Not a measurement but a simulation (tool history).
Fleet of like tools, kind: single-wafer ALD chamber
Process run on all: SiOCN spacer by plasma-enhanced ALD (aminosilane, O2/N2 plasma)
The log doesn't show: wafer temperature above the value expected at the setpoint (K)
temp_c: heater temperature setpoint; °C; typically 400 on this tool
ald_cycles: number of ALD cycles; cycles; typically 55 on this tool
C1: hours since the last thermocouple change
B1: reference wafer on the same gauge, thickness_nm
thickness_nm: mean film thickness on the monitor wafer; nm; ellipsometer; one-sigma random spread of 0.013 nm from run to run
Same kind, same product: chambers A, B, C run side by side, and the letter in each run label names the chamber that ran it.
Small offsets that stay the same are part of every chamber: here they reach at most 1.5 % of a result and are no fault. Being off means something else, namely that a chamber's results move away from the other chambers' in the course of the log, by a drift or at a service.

run 1C hour=3.1 | temp_c=400 ald_cycles=55 | C1=50.1 | B1=2.8215 | thickness_nm=3.2806
run 2B hour=9.3 | temp_c=400 ald_cycles=55 | C1=1098.4 | B1=2.8176 | thickness_nm=3.3487
run 3A hour=14.4 | temp_c=400 ald_cycles=55 | C1=899.7 | B1=2.8183 | thickness_nm=3.3478
run 4B hour=20.7 | temp_c=400 ald_cycles=55 | C1=1109.8 | B1=2.8204 | thickness_nm=3.3328
run 5A hour=25.9 | temp_c=400 ald_cycles=55 | C1=911.2 | B1=2.8203 | thickness_nm=3.3622
run 6C hour=30.8 | temp_c=400 ald_cycles=55 | C1=77.8 | B1=2.8207 | thickness_nm=3.2761
run 7B hour=36.1 | temp_c=400 ald_cycles=55 | C1=1125.2 | B1=2.8212 | thickness_nm=3.3535
run 8C hour=39.4 | temp_c=400 ald_cycles=55 | C1=86.4 | B1=2.8227 | thickness_nm=3.2901
run 9A hour=44.1 | temp_c=400 ald_cycles=55 | C1=929.4 | B1=2.8199 | thickness_nm=3.3482
run 10B hour=50.4 | temp_c=400 ald_cycles=55 | C1=1139.5 | B1=2.8168 | thickness_nm=3.3202
run 11A hour=54.6 | temp_c=400 ald_cycles=50 | C1=939.9 | B1=2.8197 | thickness_nm=3.0406
run 12C hour=58.5 | temp_c=400 ald_cycles=50 | C1=105.5 | B1=2.8205 | thickness_nm=2.9979
run 13B hour=63.3 | temp_c=400 ald_cycles=50 | C1=1152.4 | B1=2.8191 | thickness_nm=3.0223
run 14A hour=68.2 | temp_c=400 ald_cycles=55 | C1=953.5 | B1=2.8201 | thickness_nm=3.3467
run 15C hour=72.8 | temp_c=400 ald_cycles=55 | C1=119.8 | B1=2.8215 | thickness_nm=3.2960
run 16B hour=78.0 | temp_c=400 ald_cycles=55 | C1=1167.1 | B1=2.8198 | thickness_nm=3.3461
run 17A hour=84.9 | temp_c=400 ald_cycles=48 | C1=970.2 | B1=2.8161 | thickness_nm=2.9226
run 18C hour=89.1 | temp_c=400 ald_cycles=48 | C1=136.1 | B1=2.8206 | thickness_nm=2.8904
run 19A hour=94.4 | temp_c=400 ald_cycles=48 | C1=979.7 | B1=2.8185 | thickness_nm=2.9106
run 20C hour=99.8 | temp_c=386 ald_cycles=64 | C1=146.8 | B1=2.8187 | thickness_nm=3.8350
run 21B hour=104.1 | temp_c=386 ald_cycles=64 | C1=1193.2 | B1=2.8186 | thickness_nm=3.8932
run 22C hour=109.2 | temp_c=386 ald_cycles=64 | C1=156.2 | B1=2.8183 | thickness_nm=3.8331
run 23B hour=114.1 | temp_c=400 ald_cycles=55 | C1=1203.2 | B1=2.8212 | thickness_nm=3.3449
run 24A hour=118.5 | temp_c=400 ald_cycles=55 | C1=1003.8 | B1=2.8198 | thickness_nm=3.3425
run 25A hour=123.8 | temp_c=400 ald_cycles=55 | C1=1009.1 | B1=2.8227 | thickness_nm=3.3537
run 26B hour=128.3 | temp_c=400 ald_cycles=55 | C1=1217.4 | B1=2.8178 | thickness_nm=3.3468
run 27C hour=134.0 | temp_c=400 ald_cycles=55 | C1=181.0 | B1=2.8196 | thickness_nm=3.2686
run 28B hour=139.0 | temp_c=400 ald_cycles=55 | C1=1228.1 | B1=2.8243 | thickness_nm=3.3596
run 29C hour=145.5 | temp_c=400 ald_cycles=55 | C1=192.5 | B1=2.8204 | thickness_nm=3.2869
-- hour=148.5 chamber A: thermocouple changed; heater temperature recalibrated
run 30A hour=150.1 | temp_c=400 ald_cycles=55 | C1=1.7 | B1=2.8191 | thickness_nm=3.3337
run 31B hour=155.6 | temp_c=400 ald_cycles=62 | C1=1244.7 | B1=2.8184 | thickness_nm=3.7597
run 32A hour=160.9 | temp_c=400 ald_cycles=62 | C1=12.5 | B1=2.8242 | thickness_nm=3.7629
run 33C hour=166.6 | temp_c=400 ald_cycles=62 | C1=213.6 | B1=2.8193 | thickness_nm=3.6959
run 34B hour=173.0 | temp_c=400 ald_cycles=55 | C1=1262.1 | B1=2.8199 | thickness_nm=3.3593
run 35C hour=176.8 | temp_c=400 ald_cycles=55 | C1=223.8 | B1=2.8188 | thickness_nm=3.2860
run 36A hour=182.5 | temp_c=391 ald_cycles=51 | C1=34.1 | B1=2.8209 | thickness_nm=3.1176
run 37C hour=186.6 | temp_c=391 ald_cycles=51 | C1=233.6 | B1=2.8208 | thickness_nm=3.0524
run 38A hour=192.2 | temp_c=391 ald_cycles=51 | C1=43.8 | B1=2.8214 | thickness_nm=3.1145
run 39B hour=197.4 | temp_c=400 ald_cycles=55 | C1=1286.5 | B1=2.8240 | thickness_nm=3.3602
run 40C hour=202.9 | temp_c=400 ald_cycles=55 | C1=249.9 | B1=2.8193 | thickness_nm=3.2828
run 41A hour=208.5 | temp_c=400 ald_cycles=55 | C1=60.1 | B1=2.8208 | thickness_nm=3.3407
run 42B hour=214.0 | temp_c=400 ald_cycles=55 | C1=1303.1 | B1=2.8207 | thickness_nm=3.3294

Next, all 3 chambers run the settings below, one line each with question marks for the results. What does each chamber give?
run 43A hour=219.1 | temp_c=400 ald_cycles=55 | thickness_nm=?
run 43B hour=219.1 | temp_c=400 ald_cycles=55 | thickness_nm=?
run 43C hour=219.1 | temp_c=400 ald_cycles=55 | thickness_nm=?

run=43A thickness_nm=3.3515
run=43B thickness_nm=3.3566
run=43C thickness_nm=3.2828
